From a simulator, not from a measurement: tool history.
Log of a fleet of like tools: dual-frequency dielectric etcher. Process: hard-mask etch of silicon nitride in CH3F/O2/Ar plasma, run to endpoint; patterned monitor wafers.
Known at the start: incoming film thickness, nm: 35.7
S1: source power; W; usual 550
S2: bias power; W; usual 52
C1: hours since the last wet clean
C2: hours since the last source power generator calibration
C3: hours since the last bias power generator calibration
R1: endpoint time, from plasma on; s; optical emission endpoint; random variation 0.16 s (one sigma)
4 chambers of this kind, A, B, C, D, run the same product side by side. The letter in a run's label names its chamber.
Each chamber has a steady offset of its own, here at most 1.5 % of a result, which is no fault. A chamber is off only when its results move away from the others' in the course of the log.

At hour 4.1: chamber B: wet clean of the chamber.
Run 1D, hour 9.2: usual settings; C1 323.6; C2 2540.4; C3 559.1. Result: R1 50.829 s.
Run 2C, hour 20.9: usual settings; C1 212.9; C2 2523.7; C3 3783.1. Result: R1 50.315 s.
Run 3B, hour 32.4: usual settings; C1 28.3; C2 4174.1; C3 1733. Result: R1 51.12 s.
Run 4A, hour 40.6: usual settings; C1 173.3; C2 3070.5; C3 1195. Result: R1 51.174 s.
Run 5D, hour 49.9: usual settings; C1 364.3; C2 2581.1; C3 599.8. Result: R1 51.204 s.
Run 6A, hour 64.7: usual settings; C1 197.4; C2 3094.6; C3 1219.1. Result: R1 51.409 s.
Run 7B, hour 72.1: usual settings; C1 68; C2 4213.8; C3 1772.7. Result: R1 51.014 s.
Run 8C, hour 82.5: usual settings; C1 274.5; C2 2585.3; C3 3844.7. Result: R1 50.191 s.
Run 9C, hour 93.9: usual settings; C1 285.9; C2 2596.7; C3 3856.1. Result: R1 50.287 s.
Run 10B, hour 106.8: usual settings; C1 102.7; C2 4248.5; C3 1807.4. Result: R1 50.883 s.
Run 11D, hour 116.1: usual settings but S2 48 W; C1 430.5; C2 2647.3; C3 666. Result: R1 52.633 s.
Run 12A, hour 129.2: usual settings but S2 48 W; C1 261.9; C2 3159.1; C3 1283.6. Result: R1 53.32 s.
Run 13B, hour 141.7: usual settings but S2 48 W; C1 137.6; C2 4283.4; C3 1842.3. Result: R1 52.303 s.
Run 14A, hour 152.1: usual settings but S2 48 W; C1 284.8; C2 3182; C3 1306.5. Result: R1 53.268 s.
Run 15D, hour 160.7: usual settings; C1 475.1; C2 2691.9; C3 710.6. Result: R1 50.932 s.
Run 16C, hour 175.8: usual settings; C1 367.8; C2 2678.6; C3 3938. Result: R1 50.348 s.
At hour 180.6: chamber B: source power generator calibrated.
Run 17D, hour 190.3: usual settings; C1 504.7; C2 2721.5; C3 740.2. Result: R1 51.43 s.
Run 18C, hour 197.7: usual settings; C1 389.7; C2 2700.5; C3 3959.9. Result: R1 49.96 s.
Run 19B, hour 206.5: usual settings; C1 202.4; C2 25.9; C3 1907.1. Result: R1 51.123 s.
Run 20A, hour 219.4: usual settings; C1 352.1; C2 3249.3; C3 1373.8. Result: R1 52.276 s.
Run 21B, hour 226.8: usual settings; C1 222.7; C2 46.2; C3 1927.4. Result: R1 51.016 s.
Run 22A, hour 241.5: usual settings but S2 42 W; C1 374.2; C2 3271.4; C3 1395.9. Result: R1 55.879 s.
Run 23C, hour 249.1: usual settings but S2 42 W; C1 441.1; C2 2751.9; C3 4011.3. Result: R1 53.557 s.
At hour 261.8: chamber C: source power generator calibrated.
Run 24D, hour 263.3: usual settings but S2 42 W; C1 577.7; C2 2794.5; C3 813.2. Result: R1 54.735 s.
Run 25B, hour 272: usual settings but S2 42 W; C1 267.9; C2 91.4; C3 1972.6. Result: R1 54.3 s.
Run 26A, hour 284.8: usual settings; C1 417.5; C2 3314.7; C3 1439.2. Result: R1 52.463 s.
Run 27D, hour 297.2: usual settings but S2 39 W; C1 611.6; C2 2828.4; C3 847.1. Result: R1 55.474 s.
Run 28C, hour 311.9: usual settings but S2 39 W; C1 503.9; C2 50.2; C3 4074.1. Result: R1 54.651 s.
Run 29D, hour 321.2: usual settings but S2 39 W; C1 635.6; C2 2852.4; C3 871.1. Result: R1 55.626 s.
Run 30A, hour 334.5: usual settings but S2 39 W; C1 467.2; C2 3364.4; C3 1488.9. Result: R1 57.299 s.
Run 31C, hour 347: usual settings; C1 539; C2 85.3; C3 4109.2. Result: R1 50.19 s.
Run 32B, hour 355.7: usual settings; C1 351.6; C2 175.1; C3 2056.3. Result: R1 50.966 s.

What goes on in this fleet: one chamber off, a drifting gauge, or nothing beyond the chambers' own small offsets? Name the chamber and the cause, if any.

Chamber A drifts away from the others.
Cause: etch rate under this chamber's usual, % = 2.93.

Here are 4 candidates for chamber A's next run, each the usual settings with a change, their results left as question marks. Which one brings its results back in line with what the others give on the usual settings?
In line means no further than this from the other chambers' mean on the usual settings: R1 0.54 s
Run 33A-1, hour 367.1: usual settings but S2 65 W. Result: R1 ?.
Run 33A-2, hour 367.1: usual settings but S1 490 W. Result: R1 ?.
Run 33A-3, hour 367.1: usual settings but S1 450 W. Result: R1 ?.
Run 33A-4, hour 367.1: usual settings but S1 590 W, S2 55 W. Result: R1 ?.

The other chambers' mean on the usual settings: R1 50.804 s
  run      R1
33A-1  49.272
33A-2  55.333
33A-3  57.187
33A-4  50.592
33A-4 brings the chamber back in line.
